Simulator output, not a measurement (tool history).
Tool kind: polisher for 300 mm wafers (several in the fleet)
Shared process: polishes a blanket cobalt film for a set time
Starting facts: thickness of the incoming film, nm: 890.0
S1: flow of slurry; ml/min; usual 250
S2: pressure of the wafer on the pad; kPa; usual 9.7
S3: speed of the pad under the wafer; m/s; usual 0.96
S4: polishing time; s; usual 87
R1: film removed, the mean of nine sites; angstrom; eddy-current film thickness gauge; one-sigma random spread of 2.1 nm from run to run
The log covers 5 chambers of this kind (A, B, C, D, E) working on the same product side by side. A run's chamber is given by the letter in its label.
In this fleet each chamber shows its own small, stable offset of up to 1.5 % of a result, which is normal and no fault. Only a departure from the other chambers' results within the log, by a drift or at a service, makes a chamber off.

-- hour=6.4 chamber C: worn pad replaced by a new one
run 1C hour=7 | S1=250 S2=9.7 S3=0.96 S4=87 | R1=2780.8
run 2D hour=16.2 | S1=250 S2=9.7 S3=0.96 S4=87 | R1=2828.6
run 3B hour=28.8 | S1=250 S2=9.7 S3=0.96 S4=87 | R1=2803
run 4A hour=39.5 | S1=250 S2=9.7 S3=0.96 S4=87 | R1=2813.4
-- hour=50.7 chamber A: worn pad replaced by a new one
run 5E hour=52.2 | S1=250 S2=9.7 S3=0.96 S4=87 | R1=2778.9
run 6B hour=60 | S1=320 S2=9.7 S3=0.96 S4=87 | R1=2889.1
-- hour=66.3 chamber E: worn pad replaced by a new one
run 7D hour=70.3 | S1=320 S2=9.7 S3=0.96 S4=87 | R1=2867.3
run 8C hour=76.5 | S1=320 S2=9.7 S3=0.96 S4=87 | R1=2802.9
run 9E hour=86.5 | S1=320 S2=9.7 S3=0.96 S4=87 | R1=2882.2
run 10A hour=94.7 | S1=320 S2=9.7 S3=0.96 S4=87 | R1=2865.1
run 11B hour=103.6 | S1=250 S2=9.7 S3=0.96 S4=87 | R1=2779.2
run 12D hour=109.8 | S1=250 S2=9.7 S3=0.96 S4=87 | R1=2803
run 13E hour=119.1 | S1=250 S2=9.7 S3=0.96 S4=87 | R1=2799.2
run 14C hour=131.5 | S1=250 S2=9.7 S3=0.68 S4=87 | R1=1946
run 15A hour=141.2 | S1=250 S2=9.7 S3=0.68 S4=87 | R1=1984.8
run 16B hour=148 | S1=250 S2=9.7 S3=0.68 S4=87 | R1=1994.2
-- hour=148.9 chamber A: worn pad replaced by a new one
run 17D hour=156.4 | S1=250 S2=9.7 S3=0.68 S4=87 | R1=1912.4
-- hour=158 chamber C: worn pad replaced by a new one
run 18E hour=165.7 | S1=250 S2=9.7 S3=0.68 S4=87 | R1=1963.4
run 19C hour=176.1 | S1=250 S2=9.7 S3=0.96 S4=87 | R1=2761.4
-- hour=182.8 chamber E: worn pad replaced by a new one
run 20A hour=185.5 | S1=250 S2=9.7 S3=0.96 S4=87 | R1=2824.1
run 21B hour=197.5 | S1=250 S2=7.6 S3=0.96 S4=87 | R1=2226.8
run 22D hour=205.7 | S1=250 S2=7.6 S3=0.96 S4=87 | R1=2117.4
-- hour=208.2 chamber B: worn pad replaced by a new one
run 23C hour=217.8 | S1=250 S2=7.6 S3=0.96 S4=87 | R1=2190
-- hour=224.7 chamber E: slurry nozzle cleaned
run 24A hour=226.7 | S1=250 S2=7.6 S3=0.96 S4=87 | R1=2183.1
run 25E hour=239.4 | S1=250 S2=7.6 S3=0.96 S4=87 | R1=2195.4
run 26C hour=247.7 | S1=250 S2=9.7 S3=0.96 S4=87 | R1=2775.1
run 27B hour=255.8 | S1=250 S2=9.7 S3=0.96 S4=87 | R1=2797.4
-- hour=258.4 chamber A: worn pad replaced by a new one
run 28E hour=263.6 | S1=250 S2=9.7 S3=0.96 S4=87 | R1=2788.3
run 29D hour=276.7 | S1=250 S2=9.7 S3=0.96 S4=87 | R1=2582.8
run 30A hour=285.8 | S1=250 S2=9.7 S3=0.96 S4=87 | R1=2880.2
-- hour=295.7 chamber E: worn pad replaced by a new one
run 31D hour=296.3 | S1=250 S2=9.7 S3=1.06 S4=87 | R1=2837.1
run 32A hour=303.5 | S1=250 S2=9.7 S3=1.06 S4=87 | R1=3102.3
run 33E hour=314.1 | S1=250 S2=9.7 S3=1.06 S4=87 | R1=3085.8

All 5 chambers run these settings next. Forecast each chamber's results:
run 34A hour=323.6 | S1=250 S2=13.1 S3=0.96 S4=87 | R1=?
run 34B hour=323.6 | S1=250 S2=13.1 S3=0.96 S4=87 | R1=?
run 34C hour=323.6 | S1=250 S2=13.1 S3=0.96 S4=87 | R1=?
run 34D hour=323.6 | S1=250 S2=13.1 S3=0.96 S4=87 | R1=?
run 34E hour=323.6 | S1=250 S2=13.1 S3=0.96 S4=87 | R1=?

run=34A R1=3807.1
run=34B R1=3785.3
run=34C R1=3728.4
run=34D R1=3465.2
run=34E R1=3841.4
